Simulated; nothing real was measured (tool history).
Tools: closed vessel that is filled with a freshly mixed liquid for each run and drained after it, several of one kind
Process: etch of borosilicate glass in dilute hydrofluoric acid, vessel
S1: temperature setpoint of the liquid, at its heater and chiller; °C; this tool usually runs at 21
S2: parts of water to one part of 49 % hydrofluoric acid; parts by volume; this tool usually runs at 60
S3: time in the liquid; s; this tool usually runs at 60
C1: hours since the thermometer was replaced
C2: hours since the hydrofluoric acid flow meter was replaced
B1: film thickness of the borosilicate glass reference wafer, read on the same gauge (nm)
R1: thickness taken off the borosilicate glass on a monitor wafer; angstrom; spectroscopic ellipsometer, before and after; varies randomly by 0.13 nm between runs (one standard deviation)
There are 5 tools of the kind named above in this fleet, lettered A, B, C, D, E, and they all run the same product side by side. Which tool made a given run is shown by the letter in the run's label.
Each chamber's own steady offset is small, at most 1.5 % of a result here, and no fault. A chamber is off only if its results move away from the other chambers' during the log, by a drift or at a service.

| run | day | S1 | S2 | S3 | C1 | C2 | B1 | R1 |
|---|---|---|---|---|---|---|---|---|
| 1E | 0.321 | 21 | 60 | 60 | 1732.4 | 1370.3 | 130.02 | 204.69 |
|  | 0.4 | chamber C: hydrofluoric acid flow meter replaced |
| 2A | 0.792 | 21 | 60 | 60 | 41.3 | 98.7 | 130 | 202.4 |
| 3B | 1.346 | 21 | 60 | 60 | 204.9 | 830.7 | 129.99 | 206.33 |
| 4C | 1.771 | 21 | 60 | 60 | 573.6 | 32.9 | 130.01 | 200.46 |
|  | 2.304 | chamber E: hydrofluoric acid flow meter replaced |
| 5D | 2.358 | 21 | 60 | 60 | 202.2 | 1388.8 | 130 | 203.74 |
| 6B | 2.633 | 21 | 60 | 60 | 235.8 | 861.6 | 130.03 | 205.61 |
| 7E | 2.912 | 21 | 60 | 60 | 1794.6 | 14.7 | 129.98 | 202.15 |
| 8C | 3.375 | 21 | 60 | 60 | 612.1 | 71.4 | 130.01 | 200.86 |
| 9D | 3.858 | 21 | 60 | 60 | 238.2 | 1424.8 | 130.01 | 201.26 |
| 10A | 4.45 | 21 | 60 | 60 | 129.1 | 186.5 | 130 | 201.81 |
| 11D | 4.733 | 21 | 60 | 60 | 259.2 | 1445.8 | 129.99 | 202.16 |
|  | 5.1 | chamber B: hydrofluoric acid flow meter replaced |
| 12A | 5.329 | 21 | 60 | 95 | 150.2 | 207.6 | 130 | 319.93 |
| 13C | 5.646 | 21 | 60 | 95 | 666.6 | 125.9 | 130.01 | 318.26 |
| 14B | 6.212 | 21 | 60 | 95 | 321.7 | 26.8 | 129.98 | 324.25 |
| 15E | 6.717 | 21 | 60 | 95 | 1885.9 | 106 | 130.02 | 322.38 |
| 16E | 7.046 | 21 | 60 | 95 | 1893.8 | 113.9 | 130.03 | 324.13 |
| 17B | 7.592 | 21 | 60 | 60 | 354.8 | 59.9 | 129.97 | 206.51 |
| 18A | 8.075 | 21 | 60 | 60 | 216.1 | 273.5 | 130.01 | 202.5 |
| 19D | 8.483 | 21 | 60 | 60 | 349.2 | 1535.8 | 130.04 | 201.94 |
| 20C | 9.117 | 21 | 60 | 60 | 749.9 | 209.2 | 130 | 201 |
| 21D | 9.538 | 21 | 60 | 60 | 374.5 | 1561.1 | 129.99 | 202.02 |
| 22B | 9.867 | 21 | 60 | 60 | 409.4 | 114.5 | 130.03 | 204.9 |
| 23A | 10.304 | 21 | 60 | 60 | 269.6 | 327 | 130 | 203.47 |
| 24E | 10.671 | 21 | 60 | 60 | 1980.8 | 200.9 | 130.02 | 203.29 |
| 25C | 11.088 | 21 | 60 | 60 | 797.2 | 256.5 | 129.98 | 203.29 |
| 26A | 11.583 | 21 | 60 | 60 | 300.3 | 357.7 | 129.98 | 204.64 |
| 27C | 12.088 | 21 | 60 | 60 | 821.2 | 280.5 | 130.01 | 201.63 |
| 28E | 12.475 | 17.5 | 60 | 40 | 2024.1 | 244.2 | 130.01 | 116.49 |
| 29D | 13.042 | 17.5 | 60 | 40 | 458.6 | 1645.2 | 129.98 | 116.69 |
| 30B | 13.529 | 17.5 | 60 | 40 | 497.3 | 202.4 | 129.99 | 117.11 |
| 31C | 13.95 | 17.5 | 60 | 40 | 865.9 | 325.2 | 130.04 | 114.53 |

For the next run the whole fleet of 5 chambers uses the same settings. Give each chamber's results:
| 32A | 14.404 | 19.5 | 60 | 60 |  |  |  | ? |
| 32B | 14.404 | 19.5 | 60 | 60 |  |  |  | ? |
| 32C | 14.404 | 19.5 | 60 | 60 |  |  |  | ? |
| 32D | 14.404 | 19.5 | 60 | 60 |  |  |  | ? |
| 32E | 14.404 | 19.5 | 60 | 60 |  |  |  | ? |

| run | R1 |
|---|---|
| 32A | 190.91 |
| 32B | 192.73 |
| 32C | 190.1 |
| 32D | 188.66 |
| 32E | 190.49 |
